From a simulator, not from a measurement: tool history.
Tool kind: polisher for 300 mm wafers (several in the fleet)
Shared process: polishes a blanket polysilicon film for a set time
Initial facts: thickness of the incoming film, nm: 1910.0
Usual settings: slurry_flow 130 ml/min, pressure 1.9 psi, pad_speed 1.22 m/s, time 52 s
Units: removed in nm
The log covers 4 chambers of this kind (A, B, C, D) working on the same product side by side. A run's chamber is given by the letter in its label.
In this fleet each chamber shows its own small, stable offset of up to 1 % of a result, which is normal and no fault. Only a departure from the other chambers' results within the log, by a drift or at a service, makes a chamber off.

run 1C hour=3.4 | slurry_flow=130 pressure=1.9 pad_speed=1.22 time=52 | removed=373.67
run 2B hour=6.6 | slurry_flow=130 pressure=1.9 pad_speed=1.22 time=52 | removed=369.33
run 3D hour=9.5 | slurry_flow=130 pressure=1.9 pad_speed=1.22 time=52 | removed=371.46
run 4A hour=13.8 | slurry_flow=130 pressure=1.9 pad_speed=1.22 time=52 | removed=371.52
-- hour=15.9 chamber A: worn pad replaced by a new one
run 5C hour=17.0 | slurry_flow=130 pressure=1.9 pad_speed=1.22 time=52 | removed=370.06
run 6D hour=21.1 | slurry_flow=130 pressure=1.9 pad_speed=1.22 time=52 | removed=370.53
run 7B hour=23.9 | slurry_flow=130 pressure=1.9 pad_speed=1.22 time=52 | removed=371.13
run 8A hour=28.5 | slurry_flow=130 pressure=1.9 pad_speed=1.22 time=52 | removed=370.83
-- hour=30.1 chamber D: worn pad replaced by a new one
run 9B hour=32.0 | slurry_flow=130 pressure=1.9 pad_speed=1.22 time=52 | removed=370.57
run 10C hour=35.8 | slurry_flow=130 pressure=1.9 pad_speed=1.22 time=52 | removed=375.42
run 11D hour=38.1 | slurry_flow=130 pressure=1.9 pad_speed=1.22 time=52 | removed=367.78
-- hour=38.8 chamber C: worn pad replaced by a new one
run 12A hour=42.1 | slurry_flow=130 pressure=1.9 pad_speed=1.22 time=52 | removed=368.27
run 13D hour=45.4 | slurry_flow=130 pressure=1.9 pad_speed=1.22 time=52 | removed=374.19
run 14C hour=49.9 | slurry_flow=130 pressure=1.9 pad_speed=1.22 time=52 | removed=374.09
-- hour=51.2 chamber D: head pressure recalibrated
run 15A hour=54.6 | slurry_flow=130 pressure=1.9 pad_speed=1.22 time=52 | removed=364.53
run 16B hour=56.7 | slurry_flow=130 pressure=1.9 pad_speed=1.22 time=52 | removed=370.25
run 17D hour=61.4 | slurry_flow=130 pressure=1.9 pad_speed=1.22 time=52 | removed=410.24
run 18B hour=64.0 | slurry_flow=130 pressure=1.9 pad_speed=1.22 time=52 | removed=371.91
-- hour=66.6 chamber A: worn pad replaced by a new one
run 19A hour=68.5 | slurry_flow=130 pressure=1.9 pad_speed=1.22 time=52 | removed=366.75
run 20C hour=71.6 | slurry_flow=130 pressure=2.4 pad_speed=1.22 time=67 | removed=607.34
run 21D hour=73.9 | slurry_flow=130 pressure=2.4 pad_speed=1.22 time=67 | removed=640.46
run 22B hour=77.8 | slurry_flow=130 pressure=2.4 pad_speed=1.22 time=67 | removed=609.31
run 23C hour=81.5 | slurry_flow=130 pressure=2.4 pad_speed=1.22 time=67 | removed=606.27
run 24A hour=84.0 | slurry_flow=130 pressure=1.9 pad_speed=1.22 time=52 | removed=369.32
-- hour=84.7 chamber B: worn pad replaced by a new one
run 25B hour=88.6 | slurry_flow=130 pressure=1.9 pad_speed=1.22 time=52 | removed=366.50
run 26C hour=93.1 | slurry_flow=130 pressure=1.9 pad_speed=1.22 time=52 | removed=372.20
run 27D hour=95.3 | slurry_flow=130 pressure=1.9 pad_speed=1.22 time=52 | removed=403.25
run 28A hour=100.1 | slurry_flow=130 pressure=1.9 pad_speed=1.22 time=61 | removed=431.72
run 29D hour=103.9 | slurry_flow=130 pressure=1.9 pad_speed=1.22 time=61 | removed=473.79
-- hour=106.2 chamber C: slurry nozzle cleaned
run 30A hour=108.2 | slurry_flow=130 pressure=1.9 pad_speed=1.22 time=61 | removed=432.00
run 31B hour=112.6 | slurry_flow=130 pressure=1.9 pad_speed=1.22 time=61 | removed=438.44
run 32C hour=116.5 | slurry_flow=130 pressure=1.9 pad_speed=0.84 time=52 | removed=256.67
run 33D hour=120.2 | slurry_flow=130 pressure=1.9 pad_speed=0.84 time=52 | removed=277.94
run 34B hour=122.3 | slurry_flow=130 pressure=1.9 pad_speed=0.84 time=52 | removed=251.57
-- hour=123.9 chamber A: worn pad replaced by a new one
run 35A hour=125.2 | slurry_flow=130 pressure=1.9 pad_speed=0.84 time=52 | removed=258.97
run 36C hour=127.7 | slurry_flow=130 pressure=1.9 pad_speed=1.22 time=52 | removed=368.60
run 37B hour=130.2 | slurry_flow=155 pressure=1.9 pad_speed=1.22 time=52 | removed=387.47
-- hour=133.7 chamber C: worn pad replaced by a new one
run 38C hour=133.9 | slurry_flow=155 pressure=1.9 pad_speed=1.22 time=52 | removed=384.11
run 39D hour=136.6 | slurry_flow=155 pressure=1.9 pad_speed=1.22 time=52 | removed=415.92
run 40A hour=139.1 | slurry_flow=155 pressure=1.9 pad_speed=1.22 time=52 | removed=387.75
-- hour=141.7 chamber D: worn pad replaced by a new one
run 41B hour=142.1 | slurry_flow=130 pressure=1.9 pad_speed=1.10 time=52 | removed=329.58
run 42D hour=146.2 | slurry_flow=130 pressure=1.9 pad_speed=1.10 time=52 | removed=363.73
run 43A hour=150.9 | slurry_flow=130 pressure=1.9 pad_speed=1.10 time=52 | removed=331.48
run 44C hour=153.7 | slurry_flow=130 pressure=1.9 pad_speed=1.10 time=52 | removed=331.19

Next, all 4 chambers run the settings below, one line each with question marks for the results. What does each chamber give?
run 45A hour=157.1 | slurry_flow=130 pressure=1.9 pad_speed=1.22 time=52 | removed=?
run 45B hour=157.1 | slurry_flow=130 pressure=1.9 pad_speed=1.22 time=52 | removed=?
run 45C hour=157.1 | slurry_flow=130 pressure=1.9 pad_speed=1.22 time=52 | removed=?
run 45D hour=157.1 | slurry_flow=130 pressure=1.9 pad_speed=1.22 time=52 | removed=?

run=45A removed=366.80
run=45B removed=372.62
run=45C removed=370.68
run=45D removed=404.64

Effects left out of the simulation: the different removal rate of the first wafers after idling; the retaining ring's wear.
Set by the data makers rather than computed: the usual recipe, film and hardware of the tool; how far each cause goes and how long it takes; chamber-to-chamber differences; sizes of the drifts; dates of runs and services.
